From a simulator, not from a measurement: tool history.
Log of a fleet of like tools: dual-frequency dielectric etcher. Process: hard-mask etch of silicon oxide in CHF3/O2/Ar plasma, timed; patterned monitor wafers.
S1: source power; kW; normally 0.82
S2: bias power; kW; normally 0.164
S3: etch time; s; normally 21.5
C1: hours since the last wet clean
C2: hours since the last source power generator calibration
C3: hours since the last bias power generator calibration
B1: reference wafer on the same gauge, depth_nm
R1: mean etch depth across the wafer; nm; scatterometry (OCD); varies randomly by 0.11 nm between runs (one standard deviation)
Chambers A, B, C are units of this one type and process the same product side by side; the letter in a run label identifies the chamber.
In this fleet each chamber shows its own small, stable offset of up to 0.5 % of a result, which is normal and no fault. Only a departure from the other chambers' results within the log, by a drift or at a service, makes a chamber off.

run	day	S1	S2	S3	C1	C2	C3	B1	R1
1C	0.342	0.82	0.164	21.5	479.6	1745.7	470.3	55.021	46.471
2B	0.708	0.82	0.164	21.5	463.5	343.9	5035.6	54.978	46.525
3A	1.058	0.82	0.164	21.5	515.3	2791.6	3174.6	54.997	46.486
4C	1.312	0.82	0.164	21.5	502.9	1769	493.6	54.993	46.405
5A	1.492	0.82	0.164	21.5	525.7	2802	3185	54.959	46.386
# day 1.8: chamber A: wet clean of the chamber
6B	1.829	0.82	0.164	21.5	490.4	370.8	5062.5	55.023	46.403
7B	2.121	0.82	0.164	21.5	497.4	377.8	5069.5	55.024	46.551
8C	2.4	0.82	0.164	21.5	529	1795.1	519.7	54.981	46.334
9A	2.617	0.82	0.164	21.5	19.7	2829	3212	55.03	46.403
# day 2.838: chamber C: wet clean of the chamber
10B	2.846	0.82	0.164	21.5	514.8	395.2	5086.9	55.033	46.434
11C	3.158	0.82	0.164	21.5	7.8	1813.3	537.9	55.029	46.51
12A	3.325	0.82	0.164	21.5	36.7	2846	3229	54.987	46.657
13A	3.642	0.82	0.164	21.5	44.3	2853.6	3236.6	54.995	46.4
14B	3.979	0.82	0.164	21.5	542	422.4	5114.1	55.005	46.323
15C	4.15	0.82	0.164	21.5	31.6	1837.1	561.7	54.997	46.387
16B	4.354	0.82	0.164	21.5	551	431.4	5123.1	54.998	46.451
17C	4.625	0.82	0.164	21.5	43	1848.5	573.1	55.009	46.219
18A	4.788	0.82	0.164	21.5	71.8	2881.1	3264.1	54.981	46.739
# day 4.821: chamber B: bias power generator calibrated
19B	5.004	0.82	0.164	21.5	566.6	447	4.4	55.01	46.955
20C	5.271	0.82	0.164	21.5	58.5	1864	588.6	55.017	46.508
21A	5.554	0.82	0.164	21.5	90.2	2899.5	3282.5	55.018	46.475
22A	5.854	0.82	0.164	18	97.4	2906.7	3289.7	55.028	38.938
23C	6.138	0.82	0.164	18	79.3	1884.8	609.4	54.986	38.901
24B	6.442	0.82	0.164	18	601.1	481.5	38.9	55	39.368
25B	6.8	0.82	0.164	21.5	609.7	490.1	47.5	55.02	46.977
26C	7.121	0.82	0.164	21.5	102.9	1908.4	633	55.004	46.467
27A	7.362	0.82	0.164	21.5	133.6	2942.9	3325.9	55	46.448
28A	7.679	0.82	0.164	21.5	141.2	2950.5	3333.5	55.007	46.575
29C	7.842	0.82	0.164	21.5	120.2	1925.7	650.3	54.99	46.41
30B	8.192	0.97	0.164	21.5	643.1	523.5	80.9	54.982	50.043
31A	8.5	0.97	0.164	21.5	160.9	2970.2	3353.2	55.016	49.773
32C	8.742	0.97	0.164	21.5	141.8	1947.3	671.9	54.988	49.513
33B	8.942	0.82	0.164	21.5	661.1	541.5	98.9	54.995	46.979
34B	9.212	0.82	0.181	21.5	667.6	548	105.4	54.991	48.673
35A	9.525	0.82	0.181	21.5	185.5	2994.8	3377.8	54.97	47.913
# day 9.608: chamber B: wet clean of the chamber
36C	9.796	0.82	0.181	21.5	167.1	1972.6	697.2	55.047	47.713
37C	10.033	0.82	0.164	21.5	172.8	1978.3	702.9	54.988	46.619
38B	10.296	0.82	0.164	21.5	16.6	574	131.4	54.98	47.293
39A	10.538	0.9	0.164	27.5	209.8	3019.1	3402.1	55.015	61.822

Is one chamber out of step, is the gauge drifting, or do the chambers differ by no more than their own small offsets? For an off chamber, give its letter and the likeliest cause.

A service left chamber B off against the others.
Most likely cause: bias power that arrives over what is set, % = 4.41.

Which of the 4 candidates below, each the usual settings with something changed and its results left as question marks, puts chamber B back in line with what the other chambers give on the usual settings?
To be in line, a result may differ from the other chambers' mean on the usual settings by at most: R1 0.39 nm
40B-1	10.804	0.82	0.163	21					?
40B-2	10.804	0.85	0.164	21.5					?
40B-3	10.804	0.82	0.165	22					?
40B-4	10.804	0.79	0.164	21.5					?

Other chambers, usual settings, mean: R1 46.432 nm
run	R1
40B-1	45.942
40B-2	47.792
40B-3	48.32
40B-4	46.451
The right change is 40B-4: it brings the chamber back within the allowed miss of the others.

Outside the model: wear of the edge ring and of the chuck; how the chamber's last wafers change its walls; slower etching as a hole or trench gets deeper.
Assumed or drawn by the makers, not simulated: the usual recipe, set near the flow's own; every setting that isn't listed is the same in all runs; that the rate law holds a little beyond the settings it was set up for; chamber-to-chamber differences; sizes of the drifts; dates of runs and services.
